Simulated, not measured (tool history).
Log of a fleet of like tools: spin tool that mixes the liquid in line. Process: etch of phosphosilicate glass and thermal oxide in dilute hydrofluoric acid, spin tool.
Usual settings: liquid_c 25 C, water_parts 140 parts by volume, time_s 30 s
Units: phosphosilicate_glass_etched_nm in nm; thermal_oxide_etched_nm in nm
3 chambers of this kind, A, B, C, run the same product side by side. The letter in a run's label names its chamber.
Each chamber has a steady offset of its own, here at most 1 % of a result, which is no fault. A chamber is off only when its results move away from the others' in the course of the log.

| run | hour | liquid_c | water_parts | time_s | hours since the thermometer was replaced | hours since the hydrofluoric acid flow meter was replaced | read-back film thickness of the phosphosilicate glass reference wafer, read on the same gauge (nm) | read-back film thickness of the thermal oxide reference wafer, read on the same gauge (nm) | phosphosilicate_glass_etched_nm | thermal_oxide_etched_nm |
|---|---|---|---|---|---|---|---|---|---|---|
| 1C | 10.3 | 25 | 140 | 30 | 471.9 | 40.4 | 110.01 | 130.01 | 19.848 | 0.97331 |
| 2B | 17.2 | 25 | 140 | 30 | 122 | 30.9 | 109.99 | 130.01 | 19.856 | 1.0142 |
| 3A | 28.6 | 25 | 140 | 30 | 242.5 | 874.6 | 110.02 | 129.93 | 20.076 | 0.98018 |
| 4A | 41.5 | 25 | 140 | 30 | 255.4 | 887.5 | 110 | 129.97 | 20.032 | 0.98016 |
| 5B | 54 | 25 | 140 | 30 | 158.8 | 67.7 | 109.95 | 129.99 | 19.977 | 1.0337 |
| 6C | 64.3 | 25 | 140 | 30 | 525.9 | 94.4 | 110 | 129.98 | 20.123 | 1.0281 |
| 7B | 74.2 | 25 | 140 | 30 | 179 | 87.9 | 110.02 | 130.01 | 19.982 | 1.0277 |
| 8A | 88.6 | 25 | 85 | 30 | 302.5 | 934.6 | 109.99 | 129.99 | 35.122 | 1.7818 |
| 9C | 97.2 | 25 | 85 | 30 | 558.8 | 127.3 | 109.95 | 130 | 35.116 | 1.7277 |
| 10B | 105.7 | 25 | 85 | 30 | 210.5 | 119.4 | 110.03 | 129.97 | 35.276 | 1.8072 |
| 11A | 118.8 | 25 | 140 | 30 | 332.7 | 964.8 | 110.01 | 130.01 | 20.089 | 1.0163 |
| 12C | 127.6 | 25 | 140 | 30 | 589.2 | 157.7 | 109.98 | 129.93 | 19.681 | 0.99803 |
| 13C | 138 | 25 | 140 | 30 | 599.6 | 168.1 | 110.04 | 129.98 | 19.825 | 1.0035 |
| 14A | 146 | 25 | 140 | 30 | 359.9 | 992 | 109.98 | 130.02 | 20.037 | 0.99143 |
| 15B | 158.5 | 25 | 140 | 30 | 263.3 | 172.2 | 110 | 130.01 | 19.8 | 0.97347 |
| 16A | 166.5 | 25 | 140 | 30 | 380.4 | 1012.5 | 109.97 | 129.94 | 19.694 | 0.94762 |
| 17C | 176.9 | 25 | 140 | 30 | 638.5 | 207 | 110.02 | 130.06 | 19.832 | 0.98687 |
| 18B | 183.7 | 25 | 140 | 30 | 288.5 | 197.4 | 110.01 | 129.96 | 20.036 | 1.0307 |
| 19A | 197.6 | 25 | 140 | 30 | 411.5 | 1043.6 | 110.05 | 129.99 | 19.866 | 0.96304 |
| 20B | 205.5 | 28.5 | 80 | 30 | 310.3 | 219.2 | 110.03 | 130.01 | 43.553 | 2.2286 |
| 21C | 218.1 | 28.5 | 80 | 30 | 679.7 | 248.2 | 109.99 | 129.97 | 42.682 | 2.2421 |
| 22C | 225.5 | 28.5 | 80 | 30 | 687.1 | 255.6 | 110.05 | 129.96 | 43.472 | 2.0804 |
| 23A | 235.1 | 25 | 140 | 30 | 449 | 1081.1 | 110 | 129.99 | 19.996 | 0.98258 |

Is one chamber off against the others, does the gauge drift, or is nothing wrong? If a chamber is off, say which, and what the likeliest cause is.

No chamber stands off beyond its own small offset, and the gauge holds steady.
